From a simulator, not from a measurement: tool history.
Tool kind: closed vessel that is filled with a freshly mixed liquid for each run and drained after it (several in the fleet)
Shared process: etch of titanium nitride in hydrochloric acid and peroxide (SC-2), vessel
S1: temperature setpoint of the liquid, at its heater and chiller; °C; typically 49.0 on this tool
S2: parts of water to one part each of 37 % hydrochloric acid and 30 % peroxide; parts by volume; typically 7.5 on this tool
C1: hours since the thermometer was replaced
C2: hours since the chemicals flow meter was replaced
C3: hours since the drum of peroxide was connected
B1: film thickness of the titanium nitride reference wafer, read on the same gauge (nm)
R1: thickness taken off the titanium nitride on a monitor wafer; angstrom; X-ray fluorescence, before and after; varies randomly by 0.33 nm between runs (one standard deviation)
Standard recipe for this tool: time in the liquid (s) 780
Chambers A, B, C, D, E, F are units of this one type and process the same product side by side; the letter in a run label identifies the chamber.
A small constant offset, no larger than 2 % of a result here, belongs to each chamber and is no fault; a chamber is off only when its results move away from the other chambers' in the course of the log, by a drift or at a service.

{"run": "1B", "hour": 10.4, "S1": 49.0, "S2": 7.5, "time in the liquid (s)": 780, "C1": 118.5, "C2": 269.0, "C3": 291.5, "B1": 140.01, "R1": 329.47}
{"run": "2E", "hour": 24.4, "S1": 49.0, "S2": 7.5, "time in the liquid (s)": 780, "C1": 1395.0, "C2": 915.8, "C3": 863.8, "B1": 140.0, "R1": 333.19}
{"run": "3F", "hour": 35.8, "S1": 49.0, "S2": 7.5, "time in the liquid (s)": 780, "C1": 565.8, "C2": 810.3, "C3": 1087.9, "B1": 139.99, "R1": 333.28}
{"run": "4D", "hour": 49.4, "S1": 49.0, "S2": 7.5, "time in the liquid (s)": 780, "C1": 148.0, "C2": 1237.8, "C3": 975.3, "B1": 140.0, "R1": 333.6}
{"run": "5A", "hour": 61.9, "S1": 49.0, "S2": 7.5, "time in the liquid (s)": 780, "C1": 746.9, "C2": 293.3, "C3": 145.5, "B1": 139.98, "R1": 330.54}
{"hour": 68.7, "done": "chamber E: thermometer replaced"}
{"run": "6C", "hour": 75.6, "S1": 49.0, "S2": 7.5, "time in the liquid (s)": 780, "C1": 2090.5, "C2": 171.0, "C3": 259.4, "B1": 139.98, "R1": 338.88}
{"run": "7E", "hour": 87.7, "S1": 49.0, "S2": 7.5, "time in the liquid (s)": 780, "C1": 19.0, "C2": 979.1, "C3": 927.1, "B1": 139.98, "R1": 328.96}
{"run": "8F", "hour": 98.8, "S1": 44.0, "S2": 9.5, "time in the liquid (s)": 780, "C1": 628.8, "C2": 873.3, "C3": 1150.9, "B1": 139.98, "R1": 192.21}
{"hour": 109.9, "done": "chamber C: new drum of peroxide connected"}
{"run": "9A", "hour": 112.0, "S1": 44.0, "S2": 9.5, "time in the liquid (s)": 780, "C1": 797.0, "C2": 343.4, "C3": 195.6, "B1": 140.01, "R1": 191.13}
{"run": "10B", "hour": 126.0, "S1": 44.0, "S2": 9.5, "time in the liquid (s)": 780, "C1": 234.1, "C2": 384.6, "C3": 407.1, "B1": 140.02, "R1": 193.07}
{"run": "11D", "hour": 138.1, "S1": 44.0, "S2": 9.5, "time in the liquid (s)": 780, "C1": 236.7, "C2": 1326.5, "C3": 1064.0, "B1": 140.0, "R1": 194.62}
{"hour": 141.0, "done": "chamber D: new drum of peroxide connected"}
{"run": "12C", "hour": 149.6, "S1": 44.0, "S2": 9.5, "time in the liquid (s)": 780, "C1": 2164.5, "C2": 245.0, "C3": 39.8, "B1": 140.0, "R1": 197.53}
{"run": "13D", "hour": 159.7, "S1": 44.0, "S2": 9.5, "time in the liquid (s)": 780, "C1": 258.3, "C2": 1348.1, "C3": 18.7, "B1": 140.01, "R1": 195.09}
{"run": "14E", "hour": 172.2, "S1": 49.0, "S2": 7.5, "time in the liquid (s)": 780, "C1": 103.5, "C2": 1063.6, "C3": 1011.6, "B1": 140.02, "R1": 334.61}
{"hour": 176.3, "done": "chamber F: chemicals flow meter replaced"}
{"run": "15B", "hour": 178.3, "S1": 49.0, "S2": 7.5, "time in the liquid (s)": 780, "C1": 286.4, "C2": 436.9, "C3": 459.4, "B1": 140.0, "R1": 326.48}
{"run": "16C", "hour": 192.3, "S1": 55.0, "S2": 4.0, "time in the liquid (s)": 780, "C1": 2207.2, "C2": 287.7, "C3": 82.5, "B1": 140.0, "R1": 792.73}
{"run": "17F", "hour": 200.6, "S1": 55.0, "S2": 4.0, "time in the liquid (s)": 780, "C1": 730.6, "C2": 24.4, "C3": 1252.7, "B1": 140.02, "R1": 759.8}
{"run": "18A", "hour": 210.7, "S1": 55.0, "S2": 4.0, "time in the liquid (s)": 780, "C1": 895.7, "C2": 442.1, "C3": 294.3, "B1": 140.0, "R1": 794.63}
{"run": "19D", "hour": 222.0, "S1": 55.0, "S2": 4.0, "time in the liquid (s)": 780, "C1": 320.6, "C2": 1410.4, "C3": 81.0, "B1": 140.01, "R1": 776.69}
{"run": "20C", "hour": 233.9, "S1": 55.0, "S2": 4.0, "time in the liquid (s)": 780, "C1": 2248.8, "C2": 329.3, "C3": 124.1, "B1": 140.03, "R1": 793.04}
{"run": "21A", "hour": 244.9, "S1": 55.0, "S2": 4.0, "time in the liquid (s)": 780, "C1": 929.9, "C2": 476.3, "C3": 328.5, "B1": 140.0, "R1": 805.19}
{"run": "22B", "hour": 254.4, "S1": 49.0, "S2": 10.5, "time in the liquid (s)": 1105, "C1": 362.5, "C2": 513.0, "C3": 535.5, "B1": 140.01, "R1": 354.8}
{"run": "23F", "hour": 268.2, "S1": 49.0, "S2": 10.5, "time in the liquid (s)": 1105, "C1": 798.2, "C2": 92.0, "C3": 1320.3, "B1": 139.99, "R1": 353.41}
{"run": "24E", "hour": 275.0, "S1": 49.0, "S2": 10.5, "time in the liquid (s)": 1105, "C1": 206.3, "C2": 1166.4, "C3": 1114.4, "B1": 140.03, "R1": 355.68}
{"run": "25D", "hour": 282.4, "S1": 49.0, "S2": 10.5, "time in the liquid (s)": 1105, "C1": 381.0, "C2": 1470.8, "C3": 141.4, "B1": 140.0, "R1": 358.58}
{"run": "26F", "hour": 289.9, "S1": 49.0, "S2": 10.5, "time in the liquid (s)": 1105, "C1": 819.9, "C2": 113.7, "C3": 1342.0, "B1": 140.0, "R1": 349.74}
{"hour": 296.5, "done": "chamber C: thermometer replaced"}
{"run": "27C", "hour": 300.1, "S1": 49.0, "S2": 10.5, "time in the liquid (s)": 1105, "C1": 3.6, "C2": 395.5, "C3": 190.3, "B1": 139.99, "R1": 358.42}
{"run": "28E", "hour": 310.6, "S1": 49.0, "S2": 7.5, "time in the liquid (s)": 780, "C1": 241.9, "C2": 1202.0, "C3": 1150.0, "B1": 140.01, "R1": 331.37}
{"run": "29A", "hour": 321.7, "S1": 49.0, "S2": 7.5, "time in the liquid (s)": 780, "C1": 1006.7, "C2": 553.1, "C3": 405.3, "B1": 139.97, "R1": 333.15}
{"hour": 327.7, "done": "chamber F: thermometer replaced"}
{"run": "30B", "hour": 329.2, "S1": 55.5, "S2": 10.5, "time in the liquid (s)": 780, "C1": 437.3, "C2": 587.8, "C3": 610.3, "B1": 139.99, "R1": 386.15}
{"hour": 332.6, "done": "chamber A: chemicals flow meter replaced"}
{"run": "31B", "hour": 336.4, "S1": 55.5, "S2": 10.5, "time in the liquid (s)": 780, "C1": 444.5, "C2": 595.0, "C3": 617.5, "B1": 140.01, "R1": 382.39}
{"run": "32D", "hour": 346.6, "S1": 55.5, "S2": 10.5, "time in the liquid (s)": 780, "C1": 445.2, "C2": 1535.0, "C3": 205.6, "B1": 139.98, "R1": 387.05}
{"hour": 356.5, "done": "chamber B: new drum of peroxide connected"}
{"run": "33E", "hour": 359.7, "S1": 55.5, "S2": 10.5, "time in the liquid (s)": 780, "C1": 291.0, "C2": 1251.1, "C3": 1199.1, "B1": 140.01, "R1": 391.31}
{"run": "34A", "hour": 367.2, "S1": 55.5, "S2": 10.5, "time in the liquid (s)": 780, "C1": 1052.2, "C2": 34.6, "C3": 450.8, "B1": 140.0, "R1": 396.44}
{"run": "35C", "hour": 376.2, "S1": 55.5, "S2": 10.5, "time in the liquid (s)": 780, "C1": 79.7, "C2": 471.6, "C3": 266.4, "B1": 139.99, "R1": 388.0}
{"run": "36F", "hour": 389.0, "S1": 49.0, "S2": 7.5, "time in the liquid (s)": 780, "C1": 61.3, "C2": 212.8, "C3": 1441.1, "B1": 140.01, "R1": 326.78}
{"run": "37F", "hour": 398.0, "S1": 49.0, "S2": 7.5, "time in the liquid (s)": 780, "C1": 70.3, "C2": 221.8, "C3": 1450.1, "B1": 140.0, "R1": 329.61}
{"run": "38C", "hour": 405.3, "S1": 49.0, "S2": 7.5, "time in the liquid (s)": 780, "C1": 108.8, "C2": 500.7, "C3": 295.5, "B1": 139.99, "R1": 333.3}
{"hour": 408.2, "done": "chamber C: new drum of peroxide connected"}
{"run": "39D", "hour": 411.7, "S1": 49.0, "S2": 7.5, "time in the liquid (s)": 780, "C1": 510.3, "C2": 1600.1, "C3": 270.7, "B1": 139.99, "R1": 330.86}
{"run": "40E", "hour": 425.3, "S1": 49.0, "S2": 7.5, "time in the liquid (s)": 780, "C1": 356.6, "C2": 1316.7, "C3": 1264.7, "B1": 140.0, "R1": 329.53}
{"run": "41A", "hour": 435.7, "S1": 49.0, "S2": 7.5, "time in the liquid (s)": 780, "C1": 1120.7, "C2": 103.1, "C3": 519.3, "B1": 139.99, "R1": 332.79}
{"run": "42B", "hour": 445.4, "S1": 49.0, "S2": 7.5, "time in the liquid (s)": 780, "C1": 553.5, "C2": 704.0, "C3": 88.9, "B1": 140.01, "R1": 331.24}
{"run": "43F", "hour": 451.6, "S1": 49.0, "S2": 7.5, "time in the liquid (s)": 780, "C1": 123.9, "C2": 275.4, "C3": 1503.7, "B1": 140.01, "R1": 320.9}
{"run": "44C", "hour": 458.2, "S1": 49.0, "S2": 7.5, "time in the liquid (s)": 780, "C1": 161.7, "C2": 553.6, "C3": 50.0, "B1": 140.01, "R1": 331.76}

What goes on in this fleet: one chamber off, a drifting gauge, or nothing beyond the chambers' own small offsets? Name the chamber and the cause, if any.

The fleet is healthy, with each chamber sitting at its usual small offset and no drift in the gauge.

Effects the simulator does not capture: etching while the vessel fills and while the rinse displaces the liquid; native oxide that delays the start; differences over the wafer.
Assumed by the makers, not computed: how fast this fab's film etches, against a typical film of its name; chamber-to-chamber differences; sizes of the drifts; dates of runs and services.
